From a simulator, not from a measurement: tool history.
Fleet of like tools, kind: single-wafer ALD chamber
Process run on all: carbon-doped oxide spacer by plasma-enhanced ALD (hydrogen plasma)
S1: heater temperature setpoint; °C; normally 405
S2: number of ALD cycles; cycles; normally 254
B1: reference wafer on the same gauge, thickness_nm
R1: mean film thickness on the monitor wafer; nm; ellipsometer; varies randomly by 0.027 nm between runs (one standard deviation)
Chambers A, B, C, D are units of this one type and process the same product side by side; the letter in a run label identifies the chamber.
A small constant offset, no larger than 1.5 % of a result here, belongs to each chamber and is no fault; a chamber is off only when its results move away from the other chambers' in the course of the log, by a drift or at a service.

run 1C hour=5.9 | S1=405 S2=254 | B1=12.197 | R1=12.650
run 2A hour=12.8 | S1=405 S2=254 | B1=12.192 | R1=12.530
run 3D hour=19.6 | S1=405 S2=254 | B1=12.202 | R1=12.511
run 4B hour=25.6 | S1=405 S2=254 | B1=12.201 | R1=12.524
run 5A hour=30.6 | S1=405 S2=254 | B1=12.203 | R1=12.467
run 6B hour=35.8 | S1=405 S2=224 | B1=12.191 | R1=11.044
run 7C hour=42.9 | S1=405 S2=224 | B1=12.201 | R1=11.171
run 8D hour=46.4 | S1=405 S2=224 | B1=12.201 | R1=11.054
run 9B hour=52.6 | S1=405 S2=224 | B1=12.197 | R1=11.032
run 10A hour=58.1 | S1=405 S2=254 | B1=12.198 | R1=12.528
run 11D hour=63.4 | S1=405 S2=254 | B1=12.192 | R1=12.508
run 12C hour=69.6 | S1=405 S2=254 | B1=12.200 | R1=12.664
run 13A hour=73.0 | S1=405 S2=254 | B1=12.200 | R1=12.497
run 14C hour=79.4 | S1=405 S2=291 | B1=12.200 | R1=14.506
run 15B hour=86.4 | S1=405 S2=291 | B1=12.202 | R1=14.321
run 16D hour=90.4 | S1=405 S2=291 | B1=12.204 | R1=14.327
run 17B hour=93.8 | S1=405 S2=291 | B1=12.193 | R1=14.352
run 18C hour=100.6 | S1=405 S2=254 | B1=12.203 | R1=12.701
run 19D hour=106.0 | S1=400 S2=233 | B1=12.204 | R1=11.669
run 20A hour=110.8 | S1=400 S2=233 | B1=12.196 | R1=11.660
run 21B hour=116.4 | S1=400 S2=233 | B1=12.196 | R1=11.677
run 22C hour=123.6 | S1=400 S2=233 | B1=12.197 | R1=11.762
run 23D hour=128.7 | S1=405 S2=254 | B1=12.202 | R1=12.535
run 24A hour=135.6 | S1=405 S2=254 | B1=12.206 | R1=12.456
run 25C hour=141.7 | S1=405 S2=254 | B1=12.207 | R1=12.688
run 26A hour=147.5 | S1=405 S2=254 | B1=12.191 | R1=12.473
run 27D hour=151.2 | S1=394 S2=205 | B1=12.197 | R1=10.255
run 28B hour=155.8 | S1=394 S2=205 | B1=12.194 | R1=10.256
run 29B hour=163.1 | S1=394 S2=205 | B1=12.200 | R1=10.267
run 30D hour=168.2 | S1=394 S2=205 | B1=12.199 | R1=10.244
run 31C hour=172.0 | S1=405 S2=254 | B1=12.204 | R1=12.654
run 32A hour=178.8 | S1=405 S2=254 | B1=12.196 | R1=12.467
run 33C hour=184.0 | S1=405 S2=254 | B1=12.195 | R1=12.712
run 34D hour=191.0 | S1=405 S2=254 | B1=12.199 | R1=12.567
run 35A hour=195.2 | S1=405 S2=254 | B1=12.203 | R1=12.498
run 36B hour=199.4 | S1=405 S2=254 | B1=12.199 | R1=12.485
run 37A hour=203.4 | S1=405 S2=254 | B1=12.202 | R1=12.585
run 38C hour=206.9 | S1=405 S2=254 | B1=12.198 | R1=12.697
run 39D hour=210.6 | S1=405 S2=254 | B1=12.198 | R1=12.522
run 40B hour=214.0 | S1=417 S2=301 | B1=12.200 | R1=14.308
run 41B hour=218.4 | S1=417 S2=301 | B1=12.197 | R1=14.296
run 42A hour=224.2 | S1=417 S2=301 | B1=12.197 | R1=14.313

Each of the 4 chambers runs these same settings next. Fill in every chamber's results:
run 43A hour=229.6 | S1=405 S2=254 | R1=?
run 43B hour=229.6 | S1=405 S2=254 | R1=?
run 43C hour=229.6 | S1=405 S2=254 | R1=?
run 43D hour=229.6 | S1=405 S2=254 | R1=?

run=43A R1=12.474
run=43B R1=12.521
run=43C R1=12.674
run=43D R1=12.570
